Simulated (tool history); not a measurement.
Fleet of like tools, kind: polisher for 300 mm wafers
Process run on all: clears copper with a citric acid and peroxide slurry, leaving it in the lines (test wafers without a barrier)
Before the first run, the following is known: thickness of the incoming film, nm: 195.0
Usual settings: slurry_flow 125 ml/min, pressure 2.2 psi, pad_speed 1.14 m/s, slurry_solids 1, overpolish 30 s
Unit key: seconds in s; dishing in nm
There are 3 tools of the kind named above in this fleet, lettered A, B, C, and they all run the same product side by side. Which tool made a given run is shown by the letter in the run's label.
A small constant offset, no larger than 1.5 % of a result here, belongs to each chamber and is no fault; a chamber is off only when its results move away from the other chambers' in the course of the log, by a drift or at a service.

run,hour,slurry_flow,pressure,pad_speed,slurry_solids,overpolish,seconds,dishing
1A,10.1,125,2.2,1.14,1,30,88.16,34.001
2C,23.4,125,2.2,1.14,1,30,89.526,34.862
3B,31.8,125,2.2,1.14,1,30,89.908,33.59
# hour 38.3: chamber C: worn pad replaced by a new one
# hour 42: chamber A: worn pad replaced by a new one
4B,45,125,2.2,1.14,1,30,90.33,34.172
5A,57.8,125,2.2,1.48,1,30,70.167,38.504
6C,65.7,125,2.2,1.48,1,30,68.559,40.205
7C,75.7,125,2.2,1.48,1,30,70.231,39.374
8A,83.6,110,2.2,1.14,1,14,92.021,19.468
9B,90.9,110,2.2,1.14,1,14,94.491,18.743
10B,101.2,110,2.2,1.14,1,14,95.17,18.784
11C,108,125,2.2,1.14,0.8,30,92.929,33.478
12A,113.9,125,2.2,1.14,0.8,30,93.441,33.868
# hour 118.3: chamber A: slurry blender recalibrated
13B,124.8,125,2.2,1.14,0.8,30,95.518,32.872
14A,133.4,125,2.2,1.14,1,30,89.86,34.352
15C,140.1,125,2.2,1.14,1,30,91.661,34.335
# hour 144.3: chamber C: slurry blender recalibrated
16B,147,125,2.2,1.14,1,30,93.25,32.336
17C,156.1,125,2.2,1.14,1,30,93.221,34.243
# hour 162.1: chamber C: worn pad replaced by a new one
18A,164.7,125,2.2,1.14,1,30,90.245,34.288
# hour 166.2: chamber B: worn pad replaced by a new one
# hour 173.1: chamber B: slurry blender recalibrated
19A,173.6,125,2.2,1.14,1,30,89.054,35.178
20C,185.5,125,2.2,1.14,1,30,90.384,34.654
21B,192.7,125,2.2,1.14,1,30,95.881,32.542
22A,203,125,2.2,1.14,1,30,89.074,33.941
23B,214.5,95,2.2,1.14,1,30,100.55,31.364
# hour 219.3: chamber A: head pressure recalibrated
24C,222.7,95,2.2,1.14,1,30,95.394,33.182
25B,229.1,95,2.2,1.14,1,30,100.29,30.318
26A,236.9,125,2.2,1.14,1,30,87.223,34.76
# hour 237.1: chamber C: head pressure recalibrated
27C,247.3,125,2.2,1.14,1,30,91.083,33.941
28B,258.9,125,2.2,1.14,1,30,96.499,31.558

Decide between three cases: one chamber stands off from its peers, the gauge reading all wafers drifts, or nothing is wrong past each chamber's small offset. Where a chamber is off, say which and what most likely put it there.

Chamber B drifts away from the others.
Likeliest cause: head's pressure below its setpoint, % = 9.44.
Not necessarily distinguishable in this log from: slurry flow missing at the pad, %.

Chamber B could run next with any of the 4 candidate recipes listed below; each alters the usual settings, and their results appear as question marks. Which one brings its results back in line with what the other chambers deliver on the usual settings?
Maximum distance from the other chambers' mean on the usual settings for a result to count as in line: seconds 5.5 s; dishing 1.4 nm
29B-1,268.7,125,2.3,1.18,1,31,?,?
29B-2,268.7,125,2.1,1.1,1,29,?,?
29B-3,268.7,125,2.4,1.24,1,32,?,?
29B-4,268.7,125,2,1.06,1,28,?,?

Mean of the other chambers on the usual settings: seconds 90.789 s; dishing 34.3 nm
run,seconds,dishing
29B-1,92.476,33.761
29B-2,108,29.113
29B-3,84.601,36.363
29B-4,117.26,26.787
29B-1 puts the chamber back in line with the other chambers.
